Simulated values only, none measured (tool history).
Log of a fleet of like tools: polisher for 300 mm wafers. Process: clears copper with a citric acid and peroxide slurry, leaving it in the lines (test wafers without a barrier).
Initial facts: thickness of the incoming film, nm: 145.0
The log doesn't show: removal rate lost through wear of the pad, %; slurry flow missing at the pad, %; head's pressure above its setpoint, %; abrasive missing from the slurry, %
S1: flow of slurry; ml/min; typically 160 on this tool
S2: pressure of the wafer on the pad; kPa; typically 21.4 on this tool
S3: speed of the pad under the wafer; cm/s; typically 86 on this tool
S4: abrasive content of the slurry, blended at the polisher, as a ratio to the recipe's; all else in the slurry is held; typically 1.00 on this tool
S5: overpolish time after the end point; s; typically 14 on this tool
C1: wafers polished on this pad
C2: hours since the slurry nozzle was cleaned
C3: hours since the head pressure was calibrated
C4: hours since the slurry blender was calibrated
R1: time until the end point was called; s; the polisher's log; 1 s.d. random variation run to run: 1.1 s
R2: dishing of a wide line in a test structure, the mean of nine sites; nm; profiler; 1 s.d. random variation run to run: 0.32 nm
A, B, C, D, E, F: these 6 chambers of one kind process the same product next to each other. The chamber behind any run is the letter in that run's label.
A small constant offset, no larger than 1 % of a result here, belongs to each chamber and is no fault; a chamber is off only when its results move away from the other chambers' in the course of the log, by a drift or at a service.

{"hour": 3.7, "done": "chamber F: slurry nozzle cleaned"}
{"run": "1D", "hour": 8.7, "S1": 160, "S2": 21.4, "S3": 86, "S4": 1.0, "S5": 14, "C1": 272, "C2": 99.2, "C3": 384.8, "C4": 95.5, "R1": 70.689, "R2": 21.845}
{"hour": 13.7, "done": "chamber A: slurry blender recalibrated"}
{"run": "2B", "hour": 15.2, "S1": 160, "S2": 21.4, "S3": 86, "S4": 1.0, "S5": 14, "C1": 416, "C2": 213.7, "C3": 55.2, "C4": 261.6, "R1": 71.447, "R2": 21.693}
{"run": "3E", "hour": 24.7, "S1": 160, "S2": 21.4, "S3": 86, "S4": 1.0, "S5": 14, "C1": 859, "C2": 774.1, "C3": 161.7, "C4": 74.8, "R1": 70.511, "R2": 21.535}
{"run": "4A", "hour": 29.6, "S1": 160, "S2": 21.4, "S3": 86, "S4": 1.0, "S5": 14, "C1": 1145, "C2": 335.7, "C3": 140.2, "C4": 16.0, "R1": 71.898, "R2": 21.535}
{"hour": 37.0, "done": "chamber A: slurry nozzle cleaned"}
{"run": "5C", "hour": 37.7, "S1": 160, "S2": 21.4, "S3": 86, "S4": 1.2, "S5": 18, "C1": 516, "C2": 603.7, "C3": 111.5, "C4": 209.9, "R1": 67.309, "R2": 28.855}
{"run": "6F", "hour": 45.8, "S1": 160, "S2": 21.4, "S3": 86, "S4": 1.2, "S5": 18, "C1": 747, "C2": 42.1, "C3": 242.2, "C4": 93.9, "R1": 68.328, "R2": 28.788}
{"hour": 47.5, "done": "chamber F: worn pad replaced by a new one"}
{"hour": 49.2, "done": "chamber A: worn pad replaced by a new one"}
{"hour": 54.6, "done": "chamber D: worn pad replaced by a new one"}
{"run": "7B", "hour": 55.7, "S1": 160, "S2": 21.4, "S3": 86, "S4": 1.2, "S5": 18, "C1": 641, "C2": 254.2, "C3": 95.7, "C4": 302.1, "R1": 69.163, "R2": 28.391}
{"hour": 56.0, "done": "chamber D: slurry blender recalibrated"}
{"run": "8A", "hour": 65.2, "S1": 160, "S2": 21.4, "S3": 86, "S4": 1.2, "S5": 18, "C1": 89, "C2": 28.3, "C3": 175.8, "C4": 51.6, "R1": 67.206, "R2": 28.742}
{"run": "9D", "hour": 70.8, "S1": 160, "S2": 21.4, "S3": 86, "S4": 1.2, "S5": 18, "C1": 90, "C2": 161.3, "C3": 446.9, "C4": 14.8, "R1": 66.055, "R2": 28.723}
{"run": "10F", "hour": 79.7, "S1": 160, "S2": 21.4, "S3": 86, "S4": 1.2, "S5": 18, "C1": 179, "C2": 76.0, "C3": 276.1, "C4": 127.8, "R1": 68.027, "R2": 28.598}
{"run": "11C", "hour": 85.9, "S1": 105, "S2": 21.4, "S3": 86, "S4": 1.0, "S5": 6, "C1": 784, "C2": 651.9, "C3": 159.7, "C4": 258.1, "R1": 75.278, "R2": 8.7974}
{"hour": 87.0, "done": "chamber C: worn pad replaced by a new one"}
{"run": "12E", "hour": 93.1, "S1": 105, "S2": 21.4, "S3": 86, "S4": 1.0, "S5": 6, "C1": 1240, "C2": 842.5, "C3": 230.1, "C4": 143.2, "R1": 75.776, "R2": 8.7122}
{"run": "13E", "hour": 101.2, "S1": 105, "S2": 21.4, "S3": 86, "S4": 1.0, "S5": 6, "C1": 1285, "C2": 850.6, "C3": 238.2, "C4": 151.3, "R1": 76.355, "R2": 8.7363}
{"hour": 102.6, "done": "chamber E: worn pad replaced by a new one"}
{"hour": 108.6, "done": "chamber E: slurry blender recalibrated"}
{"run": "14A", "hour": 109.4, "S1": 105, "S2": 21.4, "S3": 86, "S4": 1.0, "S5": 6, "C1": 335, "C2": 72.5, "C3": 220.0, "C4": 95.8, "R1": 76.827, "R2": 8.8614}
{"hour": 114.7, "done": "chamber E: slurry nozzle cleaned"}
{"run": "15B", "hour": 114.9, "S1": 105, "S2": 21.4, "S3": 86, "S4": 1.0, "S5": 6, "C1": 971, "C2": 313.4, "C3": 154.9, "C4": 361.3, "R1": 77.499, "R2": 8.7442}
{"run": "16C", "hour": 124.4, "S1": 105, "S2": 21.4, "S3": 86, "S4": 1.0, "S5": 6, "C1": 208, "C2": 690.4, "C3": 198.2, "C4": 296.6, "R1": 75.819, "R2": 8.598}
{"hour": 125.0, "done": "chamber B: worn pad replaced by a new one"}
{"hour": 127.0, "done": "chamber C: slurry nozzle cleaned"}
{"run": "17D", "hour": 131.5, "S1": 210, "S2": 19.3, "S3": 86, "S4": 1.0, "S5": 14, "C1": 428, "C2": 222.0, "C3": 507.6, "C4": 75.5, "R1": 74.626, "R2": 20.165}
{"run": "18F", "hour": 138.1, "S1": 210, "S2": 19.3, "S3": 86, "S4": 1.0, "S5": 14, "C1": 504, "C2": 134.4, "C3": 334.5, "C4": 186.2, "R1": 77.462, "R2": 20.717}
{"hour": 142.6, "done": "chamber D: worn pad replaced by a new one"}
{"run": "19C", "hour": 144.0, "S1": 210, "S2": 19.3, "S3": 86, "S4": 1.0, "S5": 14, "C1": 317, "C2": 17.0, "C3": 217.8, "C4": 316.2, "R1": 73.706, "R2": 20.428}
{"run": "20D", "hour": 152.7, "S1": 210, "S2": 19.3, "S3": 86, "S4": 1.0, "S5": 14, "C1": 56, "C2": 243.2, "C3": 528.8, "C4": 96.7, "R1": 73.69, "R2": 20.798}
{"run": "21A", "hour": 159.9, "S1": 210, "S2": 19.3, "S3": 86, "S4": 1.0, "S5": 14, "C1": 616, "C2": 123.0, "C3": 270.5, "C4": 146.3, "R1": 75.005, "R2": 20.509}
{"hour": 163.7, "done": "chamber F: worn pad replaced by a new one"}
{"run": "22F", "hour": 170.1, "S1": 210, "S2": 19.3, "S3": 86, "S4": 1.0, "S5": 14, "C1": 36, "C2": 166.4, "C3": 366.5, "C4": 218.2, "R1": 75.443, "R2": 20.409}
{"hour": 174.8, "done": "chamber D: slurry blender recalibrated"}
{"run": "23B", "hour": 176.4, "S1": 160, "S2": 21.4, "S3": 86, "S4": 1.0, "S5": 14, "C1": 286, "C2": 374.9, "C3": 216.4, "C4": 422.8, "R1": 69.478, "R2": 21.078}
{"run": "24E", "hour": 186.2, "S1": 160, "S2": 21.4, "S3": 86, "S4": 1.0, "S5": 14, "C1": 465, "C2": 71.5, "C3": 323.2, "C4": 77.7, "R1": 68.412, "R2": 21.385}
{"run": "25D", "hour": 196.5, "S1": 160, "S2": 21.4, "S3": 68, "S4": 1.0, "S5": 11, "C1": 300, "C2": 287.0, "C3": 572.6, "C4": 21.7, "R1": 90.268, "R2": 13.888}
{"run": "26E", "hour": 204.2, "S1": 160, "S2": 21.4, "S3": 68, "S4": 1.0, "S5": 11, "C1": 565, "C2": 89.5, "C3": 341.2, "C4": 95.7, "R1": 88.945, "R2": 13.733}
{"run": "27C", "hour": 210.2, "S1": 160, "S2": 21.4, "S3": 68, "S4": 1.0, "S5": 11, "C1": 686, "C2": 83.2, "C3": 284.0, "C4": 382.4, "R1": 88.07, "R2": 13.999}
{"run": "28F", "hour": 220.1, "S1": 160, "S2": 21.4, "S3": 68, "S4": 1.0, "S5": 11, "C1": 314, "C2": 216.4, "C3": 416.5, "C4": 268.2, "R1": 88.447, "R2": 14.248}
{"hour": 224.4, "done": "chamber C: worn pad replaced by a new one"}
{"run": "29A", "hour": 225.4, "S1": 160, "S2": 21.4, "S3": 68, "S4": 1.0, "S5": 11, "C1": 981, "C2": 188.5, "C3": 336.0, "C4": 211.8, "R1": 87.766, "R2": 13.801}
{"run": "30B", "hour": 233.9, "S1": 160, "S2": 21.4, "S3": 68, "S4": 1.0, "S5": 11, "C1": 606, "C2": 432.4, "C3": 273.9, "C4": 480.3, "R1": 91.021, "R2": 13.855}
{"hour": 235.9, "done": "chamber F: slurry blender recalibrated"}
{"hour": 242.7, "done": "chamber C: slurry blender recalibrated"}
{"run": "31C", "hour": 243.0, "S1": 160, "S2": 21.4, "S3": 86, "S4": 1.0, "S5": 14, "C1": 103, "C2": 116.0, "C3": 316.8, "C4": 0.3, "R1": 70.194, "R2": 21.694}
{"run": "32F", "hour": 249.0, "S1": 160, "S2": 21.4, "S3": 86, "S4": 1.0, "S5": 14, "C1": 475, "C2": 245.3, "C3": 445.4, "C4": 13.1, "R1": 71.172, "R2": 21.917}
{"hour": 253.6, "done": "chamber D: worn pad replaced by a new one"}
{"run": "33D", "hour": 255.9, "S1": 160, "S2": 21.4, "S3": 86, "S4": 1.0, "S5": 14, "C1": 13, "C2": 346.4, "C3": 632.0, "C4": 81.1, "R1": 69.947, "R2": 21.501}
{"run": "34B", "hour": 265.9, "S1": 160, "S2": 21.4, "S3": 86, "S4": 1.0, "S5": 14, "C1": 785, "C2": 464.4, "C3": 305.9, "C4": 512.3, "R1": 71.152, "R2": 21.511}
{"run": "35A", "hour": 274.1, "S1": 160, "S2": 21.4, "S3": 86, "S4": 1.0, "S5": 14, "C1": 1252, "C2": 237.2, "C3": 384.7, "C4": 260.5, "R1": 71.917, "R2": 21.322}
{"hour": 276.1, "done": "chamber E: slurry blender recalibrated"}
{"run": "36E", "hour": 280.0, "S1": 160, "S2": 21.4, "S3": 86, "S4": 1.0, "S5": 14, "C1": 987, "C2": 165.3, "C3": 417.0, "C4": 3.9, "R1": 68.292, "R2": 21.977}
{"hour": 281.2, "done": "chamber A: worn pad replaced by a new one"}
{"run": "37A", "hour": 288.7, "S1": 105, "S2": 21.4, "S3": 86, "S4": 1.15, "S5": 14, "C1": 41, "C2": 251.8, "C3": 399.3, "C4": 275.1, "R1": 75.026, "R2": 20.739}

Has any chamber moved away from the others, gradually or after a service, or does the common gauge drift, or do the chambers differ only by their own small steady offsets? State the chamber and the most likely cause if one applies.

Beyond each chamber's small constant offset nothing stands out, and the gauge stays steady.
